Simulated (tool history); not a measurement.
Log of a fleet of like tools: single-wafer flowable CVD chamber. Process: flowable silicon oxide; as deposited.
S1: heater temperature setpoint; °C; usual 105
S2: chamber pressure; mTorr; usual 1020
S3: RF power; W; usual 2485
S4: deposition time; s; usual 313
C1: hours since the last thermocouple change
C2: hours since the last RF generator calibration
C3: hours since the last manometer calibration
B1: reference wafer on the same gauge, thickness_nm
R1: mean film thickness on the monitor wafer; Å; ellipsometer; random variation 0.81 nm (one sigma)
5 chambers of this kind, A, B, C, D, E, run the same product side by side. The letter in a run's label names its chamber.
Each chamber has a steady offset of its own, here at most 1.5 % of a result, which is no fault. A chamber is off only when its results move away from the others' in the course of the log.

Run 1B, hour 8.3: usual settings; C1 300.1; C2 72.9; C3 907.4; B1 222.10. Result: R1 2236.2 Å.
Run 2E, hour 20.1: usual settings; C1 1306.5; C2 1077.7; C3 1561.6; B1 222.11. Result: R1 2261.8 Å.
Run 3D, hour 28.7: usual settings; C1 852.7; C2 1526.8; C3 2005.7; B1 222.03. Result: R1 2236.1 Å.
Run 4A, hour 39.5: usual settings; C1 741.3; C2 1200.1; C3 377.9; B1 221.84. Result: R1 2235.8 Å.
Run 5C, hour 45.4: usual settings; C1 1581.7; C2 924.8; C3 1667.0; B1 221.96. Result: R1 2236.6 Å.
Run 6A, hour 54.2: usual settings; C1 756.0; C2 1214.8; C3 392.6; B1 222.05. Result: R1 2231.9 Å.
Run 7B, hour 67.4: usual settings; C1 359.2; C2 132.0; C3 966.5; B1 221.87. Result: R1 2223.7 Å.
Run 8D, hour 77.2: usual settings but S3 2660 W; C1 901.2; C2 1575.3; C3 2054.2; B1 222.16. Result: R1 2258.2 Å.
Run 9C, hour 86.1: usual settings but S3 2660 W; C1 1622.4; C2 965.5; C3 1707.7; B1 221.89. Result: R1 2266.2 Å.
Run 10E, hour 99.5: usual settings but S3 2660 W; C1 1385.9; C2 1157.1; C3 1641.0; B1 221.97. Result: R1 2298.9 Å.
Run 11A, hour 107.6: usual settings but S3 2660 W; C1 809.4; C2 1268.2; C3 446.0; B1 221.93. Result: R1 2253.2 Å.
Run 12C, hour 113.6: usual settings but S3 2660 W; C1 1649.9; C2 993.0; C3 1735.2; B1 222.17. Result: R1 2248.1 Å.
Run 13D, hour 123.7: usual settings; C1 947.7; C2 1621.8; C3 2100.7; B1 222.07. Result: R1 2233.7 Å.
Run 14E, hour 130.9: usual settings; C1 1417.3; C2 1188.5; C3 1672.4; B1 221.91. Result: R1 2259.9 Å.
At hour 133.4: chamber A: RF generator calibrated.
Run 15B, hour 139.0: usual settings; C1 430.8; C2 203.6; C3 1038.1; B1 221.97. Result: R1 2233.7 Å.
Run 16C, hour 151.2: usual settings; C1 1687.5; C2 1030.6; C3 1772.8; B1 221.99. Result: R1 2229.7 Å.
Run 17D, hour 157.8: usual settings but S2 780 mTorr; C1 981.8; C2 1655.9; C3 2134.8; B1 221.88. Result: R1 1609.0 Å.
Run 18E, hour 168.6: usual settings but S2 780 mTorr; C1 1455.0; C2 1226.2; C3 1710.1; B1 221.91. Result: R1 1607.3 Å.
Run 19B, hour 182.1: usual settings but S2 780 mTorr; C1 473.9; C2 246.7; C3 1081.2; B1 222.03. Result: R1 1603.3 Å.
Run 20A, hour 193.8: usual settings but S2 780 mTorr; C1 895.6; C2 60.4; C3 532.2; B1 221.97. Result: R1 1588.7 Å.
At hour 202.9: chamber E: thermocouple changed; heater temperature recalibrated.
Run 21A, hour 205.6: usual settings but S2 780 mTorr; C1 907.4; C2 72.2; C3 544.0; B1 222.10. Result: R1 1589.9 Å.
Run 22E, hour 217.1: usual settings but S1 110 °C, S3 2760 W; C1 14.3; C2 1274.7; C3 1758.6; B1 222.00. Result: R1 1942.5 Å.
Run 23C, hour 227.9: usual settings but S1 110 °C, S3 2760 W; C1 1764.2; C2 1107.3; C3 1849.5; B1 222.13. Result: R1 1912.3 Å.
Run 24B, hour 237.7: usual settings but S1 110 °C, S3 2760 W; C1 529.5; C2 302.3; C3 1136.8; B1 222.08. Result: R1 1923.7 Å.
At hour 246.1: chamber A: thermocouple changed; heater temperature recalibrated.
Run 25D, hour 250.7: usual settings but S1 110 °C, S3 2760 W; C1 1074.7; C2 1748.8; C3 2227.7; B1 222.00. Result: R1 1922.3 Å.
Run 26B, hour 262.0: usual settings but S1 110 °C, S3 2760 W; C1 553.8; C2 326.6; C3 1161.1; B1 221.78. Result: R1 1916.0 Å.
Run 27D, hour 268.0: usual settings; C1 1092.0; C2 1766.1; C3 2245.0; B1 222.07. Result: R1 2230.3 Å.
Run 28C, hour 277.5: usual settings; C1 1813.8; C2 1156.9; C3 1899.1; B1 221.97. Result: R1 2221.5 Å.
Run 29E, hour 284.9: usual settings; C1 82.1; C2 1342.5; C3 1826.4; B1 222.05. Result: R1 2274.6 Å.
Run 30A, hour 295.2: usual settings; C1 49.2; C2 161.8; C3 633.6; B1 222.20. Result: R1 2221.0 Å.
Run 31A, hour 305.5: usual settings; C1 59.5; C2 172.1; C3 643.9; B1 221.82. Result: R1 2211.9 Å.
Run 32B, hour 314.0: usual settings but S4 255 s; C1 605.8; C2 378.6; C3 1213.1; B1 221.86. Result: R1 1824.4 Å.
Run 33C, hour 326.6: usual settings but S4 255 s; C1 1862.9; C2 1206.0; C3 1948.2; B1 221.84. Result: R1 1804.0 Å.
Run 34D, hour 337.2: usual settings but S4 255 s; C1 1161.2; C2 1835.3; C3 2314.2; B1 221.82. Result: R1 1826.9 Å.
Run 35E, hour 348.0: usual settings but S4 255 s; C1 145.2; C2 1405.6; C3 1889.5; B1 222.04. Result: R1 1848.8 Å.
Run 36D, hour 358.2: usual settings but S4 255 s; C1 1182.2; C2 1856.3; C3 2335.2; B1 222.03. Result: R1 1821.7 Å.
Run 37A, hour 364.6: usual settings; C1 118.6; C2 231.2; C3 703.0; B1 222.12. Result: R1 2221.2 Å.
Run 38B, hour 375.2: usual settings; C1 667.0; C2 439.8; C3 1274.3; B1 222.02. Result: R1 2243.9 Å.
Run 39E, hour 384.8: usual settings; C1 182.0; C2 1442.4; C3 1926.3; B1 222.01. Result: R1 2268.9 Å.
Run 40C, hour 396.2: usual settings; C1 1932.5; C2 1275.6; C3 2017.8; B1 222.13. Result: R1 2204.6 Å.
Run 41A, hour 409.4: usual settings; C1 163.4; C2 276.0; C3 747.8; B1 222.07. Result: R1 2220.4 Å.
Run 42C, hour 416.7: usual settings; C1 1953.0; C2 1296.1; C3 2038.3; B1 222.05. Result: R1 2203.9 Å.

Next, every chamber runs the same settings. What will each give?
Run 43A, hour 426.5: usual settings but S4 261 s. Result: R1 ?.
Run 43B, hour 426.5: usual settings but S4 261 s. Result: R1 ?.
Run 43C, hour 426.5: usual settings but S4 261 s. Result: R1 ?.
Run 43D, hour 426.5: usual settings but S4 261 s. Result: R1 ?.
Run 43E, hour 426.5: usual settings but S4 261 s. Result: R1 ?.

run      R1
43A  1854.3
43B  1866.9
43C  1841.8
43D  1865.1
43E  1880.7
